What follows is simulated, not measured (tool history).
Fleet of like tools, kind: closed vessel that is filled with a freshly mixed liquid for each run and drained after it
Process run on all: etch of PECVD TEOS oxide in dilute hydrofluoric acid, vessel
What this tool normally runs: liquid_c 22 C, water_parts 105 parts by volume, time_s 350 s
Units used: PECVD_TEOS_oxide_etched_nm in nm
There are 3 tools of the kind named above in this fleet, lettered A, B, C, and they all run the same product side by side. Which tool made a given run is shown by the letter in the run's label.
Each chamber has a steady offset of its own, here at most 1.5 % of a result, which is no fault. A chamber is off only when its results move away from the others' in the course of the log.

run,day,liquid_c,water_parts,time_s,hours since the thermometer was replaced,hours since the hydrofluoric acid flow meter was replaced,"read-back film thickness of the PECVD TEOS oxide reference wafer, read on the same gauge (nm)",PECVD_TEOS_oxide_etched_nm
1C,0.104,22,105,350,1016.6,1023.4,39.99,40.601
2A,0.3,22,105,350,1405,2136.4,40.009,41.436
3B,0.504,22,105,350,1096.3,486.8,40.012,41.062
4A,0.704,22,105,350,1414.7,2146.1,39.992,41.386
5C,0.858,22,105,350,1034.7,1041.5,39.995,40.962
6B,1.054,22,105,350,1109.5,500,40.01,40.862
7C,1.158,22,105,350,1041.9,1048.7,39.999,40.31
8B,1.288,22,105,350,1115.1,505.6,40.019,41.257
9A,1.458,22,105,350,1432.8,2164.2,40.002,41.24
# day 1.654: chamber B: thermometer replaced
10A,1.654,22,105,350,1437.5,2168.9,40.009,41.449
11C,1.833,22,120,350,1058.1,1064.9,39.994,35.206
12B,1.946,22,120,350,7.1,521.4,40.01,35.027
13A,2.146,22,120,350,1449.3,2180.7,40.012,35.345
14B,2.342,23.5,105,450,16.6,530.9,40.004,55.984
15C,2.546,23.5,105,450,1075.2,1082,39.976,55.453
16B,2.754,23.5,105,450,26.5,540.8,40.01,55.897
17A,2.929,22,105,350,1468.1,2199.5,40.008,41.536
18C,3.062,22,105,350,1087.6,1094.4,39.976,40.505
# day 3.071: chamber C: hydrofluoric acid flow meter replaced
19C,3.2,22,105,435,1090.9,3.1,39.987,51.085
20B,3.333,22,105,435,40.4,554.7,40.002,51.081
21A,3.479,22,105,435,1481.3,2212.7,40.007,51.493
22C,3.604,24,105,350,1100.6,12.8,40.001,44.304
23B,3.804,24,105,350,51.7,566,39.981,44.645
24A,3.904,24,105,350,1491.5,2222.9,40.004,44.608
25B,4.075,22,105,350,58.2,572.5,39.979,41.138
26A,4.25,22,105,350,1499.8,2231.2,40.011,41.263
27C,4.362,22,105,350,1118.8,31,39.997,40.415
28C,4.525,22,105,425,1122.7,34.9,40.032,49.86
29A,4.721,22,105,425,1511.1,2242.5,39.987,50.588
30B,4.838,22,105,425,76.5,590.8,40.016,50.338
31B,4.979,22,105,350,79.9,594.2,40.01,40.759
32C,5.1,22,70,350,1136.5,48.7,39.976,62.838
33A,5.225,22,70,350,1523.2,2254.6,40.004,64.684
34C,5.329,22,70,350,1142,54.2,40.006,63.221
35B,5.483,20,105,240,92,606.3,39.994,25.707
36A,5.629,20,105,240,1532.9,2264.3,40.007,26.429

Which is it: a chamber that has drifted or been left off by a service, a gauge drift common to all chambers, or only each chamber's usual small offset? If a chamber is off, name it and its likeliest cause.

The fleet is healthy, with each chamber sitting at its usual small offset and no drift in the gauge.
